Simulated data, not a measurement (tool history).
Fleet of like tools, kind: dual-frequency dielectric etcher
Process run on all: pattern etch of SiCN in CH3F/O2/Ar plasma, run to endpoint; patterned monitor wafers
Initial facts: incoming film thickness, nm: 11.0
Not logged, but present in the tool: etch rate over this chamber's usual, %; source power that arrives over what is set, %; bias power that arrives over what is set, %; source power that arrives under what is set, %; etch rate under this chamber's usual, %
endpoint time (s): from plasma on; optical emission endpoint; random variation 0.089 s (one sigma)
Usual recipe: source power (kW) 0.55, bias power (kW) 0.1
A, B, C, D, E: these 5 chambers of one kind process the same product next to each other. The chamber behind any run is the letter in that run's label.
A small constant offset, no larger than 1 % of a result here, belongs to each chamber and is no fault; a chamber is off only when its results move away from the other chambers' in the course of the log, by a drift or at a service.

run,hour,source power (kW),bias power (kW),hours since the last wet clean,hours since the last source power generator calibration,hours since the last bias power generator calibration,endpoint time (s)
1E,8.3,0.55,0.1,187.5,1005.4,1552.5,23.207
# hour 9.4: chamber D: wet clean of the chamber
2D,20.6,0.55,0.1,11.2,531.1,1660,23.087
3B,32.9,0.55,0.1,123.3,1749.2,1072.8,23.315
4C,47.4,0.55,0.1,128.6,2138.2,723.2,22.869
5A,55.6,0.55,0.1,118.3,369,1988.4,23.205
6C,71.2,0.55,0.1,152.4,2162,747,23.184
7E,87.4,0.55,0.1,266.6,1084.5,1631.6,23.3
8B,104,0.55,0.1,194.4,1820.3,1143.9,23.318
9D,112.2,0.55,0.1,102.8,622.7,1751.6,23.147
# hour 120.7: chamber A: bias power generator calibrated
10A,126.1,0.55,0.1,188.8,439.5,5.4,23.36
11A,139.9,0.43,0.1,202.6,453.3,19.2,25.238
12B,147.8,0.43,0.1,238.2,1864.1,1187.7,25.56
13D,158,0.43,0.1,148.6,668.5,1797.4,25.355
14E,166.2,0.43,0.1,345.4,1163.3,1710.4,25.35
15C,178.2,0.43,0.1,259.4,2269,854,25.151
16D,189.2,0.55,0.1,179.8,699.7,1828.6,23.021
17A,203.5,0.55,0.1,266.2,516.9,82.8,23.225
18C,211.7,0.55,0.1,292.9,2302.5,887.5,22.981
19E,219.5,0.55,0.1,398.7,1216.6,1763.7,23.315
20B,228.8,0.55,0.121,319.2,1945.1,1268.7,21.529
21E,239.1,0.55,0.121,418.3,1236.2,1783.3,21.751
22C,251.9,0.55,0.121,333.1,2342.7,927.7,21.466
# hour 262.2: chamber E: wet clean of the chamber
23A,264.8,0.55,0.121,327.5,578.2,144.1,21.619
24D,272.7,0.55,0.121,263.3,783.2,1912.1,21.61
25B,283.5,0.55,0.1,373.9,1999.8,1323.4,23.354
26B,298.1,0.55,0.1,388.5,2014.4,1338,23.336
# hour 305.1: chamber C: source power generator calibrated
27A,310.6,0.55,0.1,373.3,624,189.9,23.206
28E,321,0.47,0.123,58.8,1318.1,1865.2,23.454
# hour 325: chamber A: wet clean of the chamber
29D,337,0.47,0.123,327.6,847.5,1976.4,22.66
30C,346.9,0.47,0.123,428.1,41.8,1022.7,22.54
# hour 358: chamber C: wet clean of the chamber
31D,361.9,0.47,0.123,352.5,872.4,2001.3,22.718
# hour 372.3: chamber B: wet clean of the chamber
32B,375.7,0.47,0.123,3.4,2092,1415.6,22.743
33A,385.2,0.55,0.1,60.2,698.6,264.5,23.163
34C,392.9,0.55,0.113,34.9,87.8,1068.7,21.913
35E,409.4,0.55,0.113,147.2,1406.5,1953.6,22.937
36E,417.6,0.55,0.113,155.4,1414.7,1961.8,23.075
37A,433.5,0.55,0.113,108.5,746.9,312.8,22.103
38C,444,0.55,0.113,86,138.9,1119.8,21.992
39B,455.2,0.55,0.1,82.9,2171.5,1495.1,23.205
40D,466.2,0.55,0.1,456.8,976.7,2105.6,23.302
41B,477.2,0.46,0.1,104.9,2193.5,1517.1,24.776

The same settings go to every chamber for the next run, one line per chamber below. Forecast the results for each:
42A,489.1,0.55,0.1,,,,?
42B,489.1,0.55,0.1,,,,?
42C,489.1,0.55,0.1,,,,?
42D,489.1,0.55,0.1,,,,?
42E,489.1,0.55,0.1,,,,?

run,endpoint time (s)
42A,23.196
42B,23.297
42C,23.109
42D,23.147
42E,24.082
